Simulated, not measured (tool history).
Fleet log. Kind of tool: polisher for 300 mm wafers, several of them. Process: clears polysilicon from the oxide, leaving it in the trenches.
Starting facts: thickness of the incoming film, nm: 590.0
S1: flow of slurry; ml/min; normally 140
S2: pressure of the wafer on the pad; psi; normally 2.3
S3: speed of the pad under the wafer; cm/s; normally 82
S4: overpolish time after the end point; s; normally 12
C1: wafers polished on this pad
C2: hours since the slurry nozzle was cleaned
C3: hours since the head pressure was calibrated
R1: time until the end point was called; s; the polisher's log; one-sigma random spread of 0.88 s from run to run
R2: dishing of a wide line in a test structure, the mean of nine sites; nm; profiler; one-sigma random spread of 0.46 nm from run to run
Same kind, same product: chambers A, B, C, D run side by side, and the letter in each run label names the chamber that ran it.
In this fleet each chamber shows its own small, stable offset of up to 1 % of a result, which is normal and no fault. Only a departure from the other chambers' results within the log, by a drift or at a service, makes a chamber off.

Run 1A, hour 5.6: usual settings; C1 280; C2 84.1; C3 284.7. Result: R1 73.627 s, R2 35.972 nm.
Run 2D, hour 13.1: usual settings; C1 613; C2 398.5; C3 155.4. Result: R1 73.567 s, R2 36.328 nm.
At hour 16.9: chamber D: worn pad replaced by a new one.
Run 3B, hour 20.3: usual settings; C1 417; C2 204.5; C3 590. Result: R1 74.264 s, R2 36.74 nm.
At hour 20.8: chamber B: slurry nozzle cleaned.
Run 4C, hour 24: usual settings; C1 314; C2 354.8; C3 121.3. Result: R1 74.744 s, R2 36.118 nm.
Run 5A, hour 28.7: usual settings; C1 534; C2 107.2; C3 307.8. Result: R1 74.728 s, R2 36.466 nm.
Run 6D, hour 35.8: usual settings; C1 208; C2 421.2; C3 178.1. Result: R1 72.343 s, R2 36.586 nm.
At hour 38.1: chamber C: worn pad replaced by a new one.
Run 7B, hour 43: usual settings but S1 175 ml/min, S3 102 cm/s; C1 666; C2 22.3; C3 612.7. Result: R1 57.834 s, R2 38.101 nm.
At hour 43.3: chamber C: slurry nozzle cleaned.
At hour 44.6: chamber B: worn pad replaced by a new one.
Run 8C, hour 48.6: usual settings but S1 175 ml/min, S3 102 cm/s; C1 116; C2 5.4; C3 145.9. Result: R1 57.26 s, R2 36.95 nm.
Run 9A, hour 52.4: usual settings but S1 175 ml/min, S3 102 cm/s; C1 794; C2 130.9; C3 331.5. Result: R1 58.509 s, R2 38.089 nm.
Run 10C, hour 56.4: usual settings but S1 175 ml/min, S3 102 cm/s; C1 201; C2 13.2; C3 153.7. Result: R1 58.013 s, R2 36.655 nm.
Run 11B, hour 60.8: usual settings but S2 2.7 psi, S4 9 s; C1 178; C2 40.1; C3 630.5. Result: R1 63.02 s, R2 34.702 nm.
Run 12D, hour 64.6: usual settings but S2 2.7 psi, S4 9 s; C1 524; C2 450; C3 206.9. Result: R1 61.998 s, R2 35.114 nm.
At hour 67.3: chamber D: worn pad replaced by a new one.
Run 13A, hour 68.9: usual settings but S2 2.7 psi, S4 9 s; C1 975; C2 147.4; C3 348. Result: R1 63.645 s, R2 35.428 nm.
Run 14D, hour 74.1: usual settings but S2 2.7 psi, S4 9 s; C1 75; C2 459.5; C3 216.4. Result: R1 61.295 s, R2 35.466 nm.
Run 15C, hour 82.1: usual settings but S1 185 ml/min; C1 483; C2 38.9; C3 179.4. Result: R1 70.372 s, R2 35.405 nm.
Run 16B, hour 89: usual settings but S1 185 ml/min; C1 487; C2 68.3; C3 658.7. Result: R1 69.831 s, R2 35.778 nm.
At hour 91.6: chamber C: worn pad replaced by a new one.
Run 17D, hour 93.7: usual settings but S1 185 ml/min; C1 290; C2 479.1; C3 236. Result: R1 69.028 s, R2 37.13 nm.
Run 18B, hour 98.5: usual settings but S1 185 ml/min; C1 592; C2 77.8; C3 668.2. Result: R1 70.269 s, R2 36.841 nm.
Run 19C, hour 103.6: usual settings; C1 132; C2 60.4; C3 200.9. Result: R1 75.302 s, R2 35.601 nm.
At hour 104.5: chamber B: worn pad replaced by a new one.
Run 20A, hour 107.9: usual settings; C1 1404; C2 186.4; C3 387. Result: R1 74.774 s, R2 36.009 nm.
At hour 113.9: chamber A: worn pad replaced by a new one.
Run 21C, hour 115.9: usual settings; C1 267; C2 72.7; C3 213.2. Result: R1 74.542 s, R2 36.073 nm.
Run 22A, hour 120: usual settings; C1 67; C2 198.5; C3 399.1. Result: R1 73.474 s, R2 35.995 nm.
At hour 125.1: chamber D: worn pad replaced by a new one.
Run 23D, hour 127.7: usual settings; C1 29; C2 513.1; C3 270. Result: R1 69.923 s, R2 36.411 nm.
At hour 135.2: chamber C: worn pad replaced by a new one.
Run 24B, hour 135.2: usual settings; C1 338; C2 114.5; C3 704.9. Result: R1 74.765 s, R2 35.532 nm.
Run 25D, hour 142.6: usual settings; C1 192; C2 528; C3 284.9. Result: R1 70.771 s, R2 36.434 nm.
Run 26B, hour 149.5: usual settings but S1 185 ml/min, S3 68 cm/s; C1 495; C2 128.8; C3 719.2. Result: R1 85.459 s, R2 34.185 nm.
Run 27A, hour 153.6: usual settings but S1 185 ml/min, S3 68 cm/s; C1 436; C2 232.1; C3 432.7. Result: R1 88.008 s, R2 34.315 nm.
Run 28C, hour 159.5: usual settings but S1 185 ml/min, S3 68 cm/s; C1 267; C2 116.3; C3 256.8. Result: R1 84.969 s, R2 33.659 nm.
Run 29A, hour 163.9: usual settings but S1 185 ml/min, S3 68 cm/s; C1 549; C2 242.4; C3 443. Result: R1 85.4 s, R2 34.6 nm.
Run 30B, hour 168: usual settings; C1 698; C2 147.3; C3 737.7. Result: R1 75.406 s, R2 36.566 nm.
At hour 170.7: chamber D: worn pad replaced by a new one.
Run 31D, hour 173.9: usual settings; C1 35; C2 559.3; C3 316.2. Result: R1 70.162 s, R2 36.526 nm.
Run 32C, hour 177.7: usual settings; C1 467; C2 134.5; C3 275. Result: R1 74.506 s, R2 35.385 nm.
At hour 179.2: chamber B: worn pad replaced by a new one.
Run 33D, hour 183.1: usual settings but S4 18 s; C1 136; C2 568.5; C3 325.4. Result: R1 68.213 s, R2 38.978 nm.
At hour 185.5: chamber C: worn pad replaced by a new one.
Run 34C, hour 191: usual settings but S4 18 s; C1 60; C2 147.8; C3 288.3. Result: R1 75.099 s, R2 38.63 nm.
Run 35B, hour 196.2: usual settings but S4 18 s; C1 187; C2 175.5; C3 765.9. Result: R1 75.071 s, R2 38.325 nm.
Run 36A, hour 199.8: usual settings but S4 18 s; C1 943; C2 278.3; C3 478.9. Result: R1 74.777 s, R2 38.066 nm.
Run 37A, hour 203.8: usual settings; C1 987; C2 282.3; C3 482.9. Result: R1 76.591 s, R2 36.987 nm.
At hour 207.4: chamber D: slurry nozzle cleaned.
Run 38C, hour 209.7: usual settings but S2 2 psi, S3 94 cm/s; C1 266; C2 166.5; C3 307. Result: R1 72.945 s, R2 35.627 nm.
At hour 216.4: chamber D: worn pad replaced by a new one.
Run 39D, hour 216.7: usual settings but S2 2 psi, S3 94 cm/s; C1 3; C2 9.3; C3 359. Result: R1 68.245 s, R2 36.75 nm.
Run 40B, hour 222: usual settings but S2 2 psi, S3 94 cm/s; C1 470; C2 201.3; C3 791.7. Result: R1 74.861 s, R2 36.546 nm.
Run 41B, hour 225.7: usual settings but S2 2 psi, S3 94 cm/s; C1 511; C2 205; C3 795.4. Result: R1 73.614 s, R2 35.192 nm.
Run 42A, hour 230.1: usual settings; C1 1276; C2 308.6; C3 509.2. Result: R1 73.347 s, R2 35.902 nm.
At hour 232.4: chamber C: worn pad replaced by a new one.
Run 43C, hour 236.7: usual settings; C1 48; C2 193.5; C3 334. Result: R1 74.945 s, R2 35.903 nm.
Run 44D, hour 244.7: usual settings; C1 311; C2 37.3; C3 387. Result: R1 67.524 s, R2 37.378 nm.

Is one chamber out of step, is the gauge drifting, or do the chambers differ by no more than their own small offsets? For an off chamber, give its letter and the likeliest cause.

One chamber, D, drifts off from the rest bit by bit.
Most likely cause: head's pressure above its setpoint, % = 8.75.

Here are 4 candidates for chamber D's next run, each the usual settings with a change, their results left as question marks. Which one brings its results back in line with what the others give on the usual settings?
To be in line, a result may differ from the other chambers' mean on the usual settings by at most: R1 3.1 s; R2 1.6 nm
Run 45D-1, hour 250.5: usual settings but S2 2.4 psi, S3 86 cm/s. Result: R1 ?, R2 ?.
Run 45D-2, hour 250.5: usual settings but S1 135 ml/min, S2 2.1 psi, S3 74 cm/s. Result: R1 ?, R2 ?.
Run 45D-3, hour 250.5: usual settings but S2 2.2 psi, S3 78 cm/s. Result: R1 ?, R2 ?.
Run 45D-4, hour 250.5: usual settings but S1 145 ml/min, S2 2.5 psi, S3 90 cm/s, S4 13 s. Result: R1 ?, R2 ?.

The mean the other chambers reach with the usual settings: R1 74.398 s; R2 35.846 nm
  run      R1      R2
45D-1  61.729  37.243
45D-2  82.337  34.853
45D-3  74.129   35.84
45D-4  56.308  38.195
With 45D-3, the chamber falls back in line with the rest.
